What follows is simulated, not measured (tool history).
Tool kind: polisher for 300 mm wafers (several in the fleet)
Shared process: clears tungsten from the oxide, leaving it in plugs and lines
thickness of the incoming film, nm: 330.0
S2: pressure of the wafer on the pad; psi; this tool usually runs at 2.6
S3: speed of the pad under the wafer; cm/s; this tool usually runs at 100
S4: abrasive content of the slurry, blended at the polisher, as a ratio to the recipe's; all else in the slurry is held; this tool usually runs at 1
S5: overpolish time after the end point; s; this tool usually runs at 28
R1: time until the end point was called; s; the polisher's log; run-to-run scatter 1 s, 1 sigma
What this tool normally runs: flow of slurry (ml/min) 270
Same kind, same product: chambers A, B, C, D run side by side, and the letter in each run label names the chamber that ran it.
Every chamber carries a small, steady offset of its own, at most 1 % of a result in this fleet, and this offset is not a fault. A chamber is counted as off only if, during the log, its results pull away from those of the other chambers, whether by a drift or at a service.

{"run": "1C", "hour": 1.9, "flow of slurry (ml/min)": 270, "S2": 2.6, "S3": 100, "S4": 1, "S5": 28, "R1": 99.274}
{"hour": 3.6, "done": "chamber A: worn pad replaced by a new one"}
{"run": "2B", "hour": 4.2, "flow of slurry (ml/min)": 270, "S2": 2.6, "S3": 100, "S4": 1, "S5": 28, "R1": 96.747}
{"run": "3D", "hour": 6.7, "flow of slurry (ml/min)": 270, "S2": 2.6, "S3": 100, "S4": 1, "S5": 28, "R1": 99.389}
{"hour": 8.1, "done": "chamber D: slurry tank refilled with fresh slurry and peroxide"}
{"run": "4A", "hour": 9.3, "flow of slurry (ml/min)": 270, "S2": 2.6, "S3": 100, "S4": 1, "S5": 28, "R1": 101.74}
{"run": "5A", "hour": 12.4, "flow of slurry (ml/min)": 270, "S2": 2.6, "S3": 100, "S4": 1, "S5": 28, "R1": 100.62}
{"run": "6D", "hour": 15.6, "flow of slurry (ml/min)": 270, "S2": 2.6, "S3": 100, "S4": 1, "S5": 28, "R1": 100.52}
{"run": "7B", "hour": 18.5, "flow of slurry (ml/min)": 270, "S2": 2.6, "S3": 100, "S4": 1, "S5": 28, "R1": 99.83}
{"hour": 19.8, "done": "chamber D: slurry blender recalibrated"}
{"hour": 21.2, "done": "chamber C: worn pad replaced by a new one"}
{"run": "8C", "hour": 21.6, "flow of slurry (ml/min)": 300, "S2": 2.6, "S3": 100, "S4": 1, "S5": 28, "R1": 98.429}
{"hour": 22.5, "done": "chamber C: slurry tank refilled with fresh slurry and peroxide"}
{"run": "9A", "hour": 24.3, "flow of slurry (ml/min)": 300, "S2": 2.6, "S3": 100, "S4": 1, "S5": 28, "R1": 97.494}
{"hour": 25.1, "done": "chamber A: slurry tank refilled with fresh slurry and peroxide"}
{"run": "10C", "hour": 26.1, "flow of slurry (ml/min)": 300, "S2": 2.6, "S3": 100, "S4": 1, "S5": 28, "R1": 96.844}
{"run": "11B", "hour": 28.0, "flow of slurry (ml/min)": 300, "S2": 2.6, "S3": 100, "S4": 1, "S5": 28, "R1": 96.634}
{"run": "12D", "hour": 31.1, "flow of slurry (ml/min)": 270, "S2": 2.6, "S3": 100, "S4": 1, "S5": 28, "R1": 100.32}
{"run": "13D", "hour": 33.3, "flow of slurry (ml/min)": 270, "S2": 2.6, "S3": 100, "S4": 1, "S5": 28, "R1": 97.451}
{"run": "14C", "hour": 35.6, "flow of slurry (ml/min)": 270, "S2": 2.6, "S3": 100, "S4": 1, "S5": 28, "R1": 100.61}
{"run": "15B", "hour": 37.7, "flow of slurry (ml/min)": 270, "S2": 2.6, "S3": 100, "S4": 1, "S5": 28, "R1": 97.909}
{"run": "16A", "hour": 40.1, "flow of slurry (ml/min)": 270, "S2": 2.6, "S3": 100, "S4": 1, "S5": 28, "R1": 99.656}
{"run": "17B", "hour": 42.0, "flow of slurry (ml/min)": 270, "S2": 2.6, "S3": 100, "S4": 1, "S5": 28, "R1": 97.858}
{"hour": 43.2, "done": "chamber B: head pressure recalibrated"}
{"run": "18C", "hour": 45.2, "flow of slurry (ml/min)": 270, "S2": 2.6, "S3": 100, "S4": 1, "S5": 28, "R1": 98.632}
{"run": "19A", "hour": 48.4, "flow of slurry (ml/min)": 270, "S2": 2.6, "S3": 100, "S4": 1, "S5": 28, "R1": 99.138}
{"run": "20D", "hour": 51.1, "flow of slurry (ml/min)": 270, "S2": 2.6, "S3": 100, "S4": 1, "S5": 28, "R1": 101.5}
{"run": "21A", "hour": 55.2, "flow of slurry (ml/min)": 270, "S2": 2.6, "S3": 100, "S4": 1, "S5": 28, "R1": 99.488}
{"run": "22C", "hour": 58.0, "flow of slurry (ml/min)": 270, "S2": 2.6, "S3": 100, "S4": 1, "S5": 28, "R1": 100.48}
{"hour": 59.3, "done": "chamber D: worn pad replaced by a new one"}
{"run": "23B", "hour": 60.5, "flow of slurry (ml/min)": 270, "S2": 3.5, "S3": 100, "S4": 1, "S5": 37, "R1": 78.361}
{"hour": 61.7, "done": "chamber B: slurry tank refilled with fresh slurry and peroxide"}
{"run": "24D", "hour": 64.6, "flow of slurry (ml/min)": 270, "S2": 3.5, "S3": 100, "S4": 1, "S5": 37, "R1": 71.77}
{"run": "25D", "hour": 66.6, "flow of slurry (ml/min)": 270, "S2": 3.5, "S3": 100, "S4": 1, "S5": 37, "R1": 75.664}
{"hour": 66.7, "done": "chamber A: worn pad replaced by a new one"}
{"run": "26C", "hour": 69.5, "flow of slurry (ml/min)": 270, "S2": 3.5, "S3": 100, "S4": 1, "S5": 37, "R1": 73.65}
{"run": "27A", "hour": 72.0, "flow of slurry (ml/min)": 270, "S2": 2.6, "S3": 100, "S4": 1, "S5": 28, "R1": 97.959}
{"hour": 73.8, "done": "chamber B: worn pad replaced by a new one"}
{"run": "28B", "hour": 75.6, "flow of slurry (ml/min)": 270, "S2": 2.6, "S3": 100, "S4": 1, "S5": 28, "R1": 104.87}

Decide between three cases: one chamber stands off from its peers, the gauge reading all wafers drifts, or nothing is wrong past each chamber's small offset. Where a chamber is off, say which and what most likely put it there.

The work done on chamber B during a service left it standing apart from the others.
What lies behind it: head's pressure below its setpoint, % = 6.38.

Here are 4 candidates for chamber B's next run, each the usual settings with a change, their results left as question marks. Which one brings its results back in line with what the others give on the usual settings?
In line here means within this much of the mean the other chambers give on the usual settings: R1 3.600 s
{"run": "29B-1", "hour": 78.7, "flow of slurry (ml/min)": 270, "S2": 2.5, "S3": 94, "S4": 1.0, "S5": 28, "R1": "?"}
{"run": "29B-2", "hour": 78.7, "flow of slurry (ml/min)": 270, "S2": 2.5, "S3": 98, "S4": 1.0, "S5": 28, "R1": "?"}
{"run": "29B-3", "hour": 78.7, "flow of slurry (ml/min)": 270, "S2": 2.7, "S3": 102, "S4": 1.0, "S5": 28, "R1": "?"}
{"run": "29B-4", "hour": 78.7, "flow of slurry (ml/min)": 340, "S2": 2.6, "S3": 100, "S4": 1.4, "S5": 28, "R1": "?"}

Average result of the remaining chambers running the usual settings: R1 99.499 s
run=29B-1 R1=115.260
run=29B-2 R1=110.510
run=29B-3 R1=98.199
run=29B-4 R1=94.054
Change 29B-3 lands the chamber within the allowed miss of the other chambers.
